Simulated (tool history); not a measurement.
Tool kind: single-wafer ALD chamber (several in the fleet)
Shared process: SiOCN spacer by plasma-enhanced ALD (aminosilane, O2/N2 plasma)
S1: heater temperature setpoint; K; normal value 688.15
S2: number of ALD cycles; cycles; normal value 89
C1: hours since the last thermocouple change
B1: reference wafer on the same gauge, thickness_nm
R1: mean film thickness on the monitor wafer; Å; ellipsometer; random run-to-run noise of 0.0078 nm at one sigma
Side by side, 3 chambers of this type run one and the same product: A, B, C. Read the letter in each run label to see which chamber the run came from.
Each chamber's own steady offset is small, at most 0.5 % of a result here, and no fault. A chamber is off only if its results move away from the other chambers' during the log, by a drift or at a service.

{"run": "1C", "hour": 7.4, "S1": 688.15, "S2": 89, "C1": 792.0, "B1": 5.9708, "R1": 51.174}
{"run": "2A", "hour": 19.0, "S1": 688.15, "S2": 89, "C1": 1344.0, "B1": 5.9729, "R1": 51.055}
{"run": "3B", "hour": 27.5, "S1": 688.15, "S2": 89, "C1": 1016.8, "B1": 5.9719, "R1": 51.415}
{"run": "4A", "hour": 36.6, "S1": 688.15, "S2": 89, "C1": 1361.6, "B1": 5.9729, "R1": 51.186}
{"run": "5B", "hour": 46.1, "S1": 688.15, "S2": 89, "C1": 1035.4, "B1": 5.9741, "R1": 51.455}
{"run": "6C", "hour": 54.1, "S1": 682.15, "S2": 81, "C1": 838.7, "B1": 5.9769, "R1": 47.42}
{"run": "7A", "hour": 62.9, "S1": 682.15, "S2": 81, "C1": 1387.9, "B1": 5.9777, "R1": 47.526}
{"run": "8C", "hour": 72.6, "S1": 682.15, "S2": 81, "C1": 857.2, "B1": 5.9772, "R1": 47.565}
{"run": "9B", "hour": 82.4, "S1": 683.15, "S2": 104, "C1": 1071.7, "B1": 5.9804, "R1": 61.081}
{"run": "10C", "hour": 92.8, "S1": 683.15, "S2": 104, "C1": 877.4, "B1": 5.9783, "R1": 60.926}
{"run": "11A", "hour": 107.8, "S1": 683.15, "S2": 104, "C1": 1432.8, "B1": 5.9835, "R1": 60.908}
{"run": "12B", "hour": 122.4, "S1": 688.15, "S2": 89, "C1": 1111.7, "B1": 5.9852, "R1": 51.499}
{"run": "13B", "hour": 134.6, "S1": 681.15, "S2": 95, "C1": 1123.9, "B1": 5.9863, "R1": 56.156}
{"run": "14A", "hour": 144.9, "S1": 681.15, "S2": 95, "C1": 1469.9, "B1": 5.9865, "R1": 56.035}
{"run": "15C", "hour": 157.4, "S1": 681.15, "S2": 95, "C1": 942.0, "B1": 5.9864, "R1": 56.132}
{"run": "16A", "hour": 166.6, "S1": 688.15, "S2": 89, "C1": 1491.6, "B1": 5.9893, "R1": 51.37}
{"run": "17B", "hour": 181.5, "S1": 678.15, "S2": 89, "C1": 1170.8, "B1": 5.9889, "R1": 53.069}
{"run": "18C", "hour": 193.4, "S1": 678.15, "S2": 89, "C1": 978.0, "B1": 5.9901, "R1": 52.863}
{"run": "19A", "hour": 204.7, "S1": 678.15, "S2": 89, "C1": 1529.7, "B1": 5.9919, "R1": 52.896}
{"run": "20B", "hour": 213.2, "S1": 688.15, "S2": 89, "C1": 1202.5, "B1": 5.9938, "R1": 51.605}
{"run": "21C", "hour": 220.9, "S1": 696.15, "S2": 79, "C1": 1005.5, "B1": 5.9948, "R1": 44.538}
{"run": "22C", "hour": 231.8, "S1": 696.15, "S2": 79, "C1": 1016.4, "B1": 5.9945, "R1": 44.423}
{"hour": 236.7, "done": "chamber C: thermocouple changed; heater temperature recalibrated"}
{"run": "23A", "hour": 241.5, "S1": 696.15, "S2": 79, "C1": 1566.5, "B1": 5.9963, "R1": 44.468}
{"run": "24B", "hour": 251.0, "S1": 688.15, "S2": 89, "C1": 1240.3, "B1": 5.9979, "R1": 51.564}
{"hour": 251.5, "done": "chamber B: thermocouple changed; heater temperature recalibrated"}
{"run": "25A", "hour": 262.9, "S1": 688.15, "S2": 89, "C1": 1587.9, "B1": 5.997, "R1": 51.408}
{"run": "26B", "hour": 270.4, "S1": 688.15, "S2": 89, "C1": 18.9, "B1": 6.0007, "R1": 51.497}
{"run": "27C", "hour": 277.8, "S1": 688.15, "S2": 89, "C1": 41.1, "B1": 5.9997, "R1": 51.496}
{"run": "28A", "hour": 286.6, "S1": 688.15, "S2": 89, "C1": 1611.6, "B1": 6.0001, "R1": 51.52}
{"run": "29B", "hour": 296.2, "S1": 676.15, "S2": 100, "C1": 44.7, "B1": 6.0012, "R1": 60.208}
{"run": "30C", "hour": 307.6, "S1": 676.15, "S2": 100, "C1": 70.9, "B1": 6.0032, "R1": 60.038}
{"run": "31C", "hour": 315.9, "S1": 676.15, "S2": 100, "C1": 79.2, "B1": 6.0053, "R1": 60.137}
{"run": "32B", "hour": 328.8, "S1": 688.15, "S2": 89, "C1": 77.3, "B1": 6.0058, "R1": 51.683}

Read the log: is a single chamber off, either drifting away or since a service, is the gauge that measures every chamber drifting, or is nothing wrong beyond small per-chamber offsets? Name any odd chamber and what most likely caused it.

No chamber is off; the gauge reading every chamber's wafers drifts, which makes the whole fleet appear to move together.
Likeliest cause: gauge reads high (%) = 0.63.
